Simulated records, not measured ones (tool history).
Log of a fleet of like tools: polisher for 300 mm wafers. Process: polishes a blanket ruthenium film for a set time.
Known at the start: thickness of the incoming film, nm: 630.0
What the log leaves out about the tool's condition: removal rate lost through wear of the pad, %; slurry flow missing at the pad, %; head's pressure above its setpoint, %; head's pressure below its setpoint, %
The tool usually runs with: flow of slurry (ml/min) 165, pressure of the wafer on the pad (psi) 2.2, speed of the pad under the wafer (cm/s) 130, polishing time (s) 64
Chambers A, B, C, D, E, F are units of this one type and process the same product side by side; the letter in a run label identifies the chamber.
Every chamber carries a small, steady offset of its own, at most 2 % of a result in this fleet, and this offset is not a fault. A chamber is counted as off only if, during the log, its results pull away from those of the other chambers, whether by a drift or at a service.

run   hour  flow of slurry (ml/min)  pressure of the wafer on the pad (psi)  speed of the pad under the wafer (cm/s)  polishing time (s)  wafers polished on this pad  hours since the slurry nozzle was cleaned  hours since the head pressure was calibrated  film removed (angstrom)
       6.2  -- chamber F: worn pad replaced by a new one
 1F    7.8                      165                                     2.2                                      130                  64                           10                                      157.5                                         447.2                   955.70
 2D   15.9                      165                                     2.2                                      130                  64                         1025                                      175.8                                          16.5                   921.19
 3C   25.3                      165                                     2.2                                      130                  64                          166                                      221.8                                         610.3                   958.40
 4A   32.5                      165                                     2.2                                      130                  64                          604                                      269.7                                         296.2                   941.38
      32.6  -- chamber D: worn pad replaced by a new one
      39.5  -- chamber B: worn pad replaced by a new one
 5B   39.6                      165                                     2.2                                      130                  64                            0                                      221.4                                         623.0                   943.55
      39.8  -- chamber E: head pressure recalibrated
      51.1  -- chamber C: slurry nozzle cleaned
 6E   52.3                      165                                     2.2                                      130                  64                          901                                      203.6                                          12.5                   958.13
 7B   62.7                      165                                     2.2                                      130                  64                          143                                      244.5                                         646.1                   945.81
 8D   69.1                      165                                     1.7                                      130                  64                          225                                      229.0                                          69.7                   729.14
 9E   77.0                      165                                     1.7                                      130                  64                         1054                                      228.3                                          37.2                   728.78
10C   90.1                      165                                     1.7                                      130                  64                          566                                       39.1                                         675.1                   723.58
     101.5  -- chamber D: slurry nozzle cleaned
11A  103.3                      165                                     1.7                                      130                  64                         1041                                      340.5                                         367.0                   714.63
     109.4  -- chamber E: worn pad replaced by a new one
12F  110.5                      165                                     1.7                                      130                  64                          644                                      260.2                                         549.9                   728.34
     115.4  -- chamber F: slurry nozzle cleaned
13B  118.8                      165                                     1.7                                      130                  64                          489                                      300.6                                         702.2                   724.47
     123.1  -- chamber B: worn pad replaced by a new one
14A  126.7                      165                                     2.2                                      108                  64                         1186                                      363.9                                         390.4                   761.35
15E  132.8                      165                                     2.2                                      108                  64                          145                                      284.1                                          93.0                   799.51
     137.9  -- chamber C: worn pad replaced by a new one
16C  138.6                      165                                     2.2                                      108                  64                            4                                       87.6                                         723.6                   785.92
     145.2  -- chamber C: head pressure recalibrated
17F  148.1                      165                                     2.2                                      108                  64                          876                                       32.7                                         587.5                   778.56
     150.2  -- chamber F: worn pad replaced by a new one
18D  158.5                      165                                     2.2                                      108                  64                          777                                       57.1                                         159.1                   764.60
     162.6  -- chamber A: slurry nozzle cleaned
19D  167.0                      165                                     2.2                                      108                  64                          830                                       65.6                                         167.6                   775.00
     174.8  -- chamber B: slurry nozzle cleaned
20A  174.8                      165                                     2.2                                      130                  64                         1483                                       12.2                                         438.5                   901.87
21B  181.4                      165                                     2.2                                      108                  64                          360                                        6.6                                         764.8                   778.32
22C  193.3                      165                                     2.2                                      108                  64                          342                                      142.3                                          48.2                   797.39
23F  200.1                      165                                     2.2                                      108                  64                          308                                       84.7                                         639.5                   779.52
     210.7  -- chamber B: worn pad replaced by a new one
24E  210.7                      165                                     2.2                                      108                  64                          626                                      362.0                                         170.9                   802.03
     215.5  -- chamber D: worn pad replaced by a new one
25F  220.7                      165                                     2.2                                      108                  64                          435                                      105.3                                         660.1                   793.27
26B  226.4                      165                                     2.2                                      108                  64                           97                                       51.6                                         809.8                   792.84
27E  237.4                      165                                     2.2                                      130                  64                          791                                      388.7                                         197.6                   957.99
28C  245.4                      165                                     2.2                                      130                  64                          664                                      194.4                                         100.3                   962.94
     245.7  -- chamber C: slurry nozzle cleaned
29A  258.5                      165                                     2.2                                      130                  64                         2000                                       95.9                                         522.2                   886.43
30D  270.5                      130                                     2.2                                      130                  58                          340                                      169.1                                         271.1                   810.28
     277.2  -- chamber C: worn pad replaced by a new one
31D  277.7                      130                                     2.2                                      130                  58                          384                                      176.3                                         278.3                   811.69
32F  288.6                      130                                     2.2                                      130                  58                          854                                      173.2                                         728.0                   825.22
33E  300.0                      130                                     2.2                                      130                  58                         1177                                      451.3                                         260.2                   818.00
     301.6  -- chamber F: worn pad replaced by a new one
34B  307.5                      130                                     2.2                                      130                  58                          598                                      132.7                                         890.9                   819.47
     309.7  -- chamber B: worn pad replaced by a new one
     309.7  -- chamber E: worn pad replaced by a new one
35A  315.8                      130                                     2.2                                      130                  58                         2354                                      153.2                                         579.5                   731.83
36C  321.8                      165                                     2.2                                      130                  64                          275                                       76.2                                         176.7                   959.50
37B  330.6                      165                                     2.2                                      130                  64                          129                                      155.8                                         914.0                   935.83
38A  336.6                      205                                     2.2                                      130                  64                         2482                                      174.0                                         600.3                   863.72
39E  346.2                      205                                     2.2                                      130                  64                          225                                      497.5                                         306.4                   972.51
     347.2  -- chamber D: slurry nozzle cleaned
40D  356.2                      205                                     2.2                                      130                  64                          869                                        9.1                                         356.8                   962.36
41C  363.4                      205                                     2.2                                      130                  64                          532                                      117.8                                         218.3                   990.22
42F  369.6                      205                                     2.2                                      130                  64                          420                                      254.2                                         809.0                   969.41
43E  382.6                      205                                     2.2                                      130                  64                          450                                      533.9                                         342.8                   982.77

Which is it: a chamber that has drifted or been left off by a service, a gauge drift common to all chambers, or only each chamber's usual small offset? If a chamber is off, name it and its likeliest cause.

Chamber A drifts away from the others.
What lies behind it: removal rate lost through wear of the pad, % = 12.1.
The log might look much the same if the cause were instead: head's pressure below its setpoint, %.

Which of the 4 candidates below, each the usual settings with something changed and its results left as question marks, puts chamber A back in line with what the other chambers give on the usual settings?
Maximum distance from the other chambers' mean on the usual settings for a result to count as in line: film removed (angstrom) 31.00
44A-1  392.0                      165                                     2.3                                      132                  65                                                                                                                                              ?
44A-2  392.0                      165                                     2.1                                      128                  63                                                                                                                                              ?
44A-3  392.0                      165                                     2.2                                      114                  64                                                                                                                                              ?
44A-4  392.0                      165                                     2.2                                      130                  73                                                                                                                                              ?

Mean of the other chambers on the usual settings: film removed (angstrom) 940.65
  run  film removed (angstrom)
44A-1                   891.06
44A-2                   763.45
44A-3                   723.52
44A-4                   942.01
44A-4 puts the chamber back in line with the other chambers.
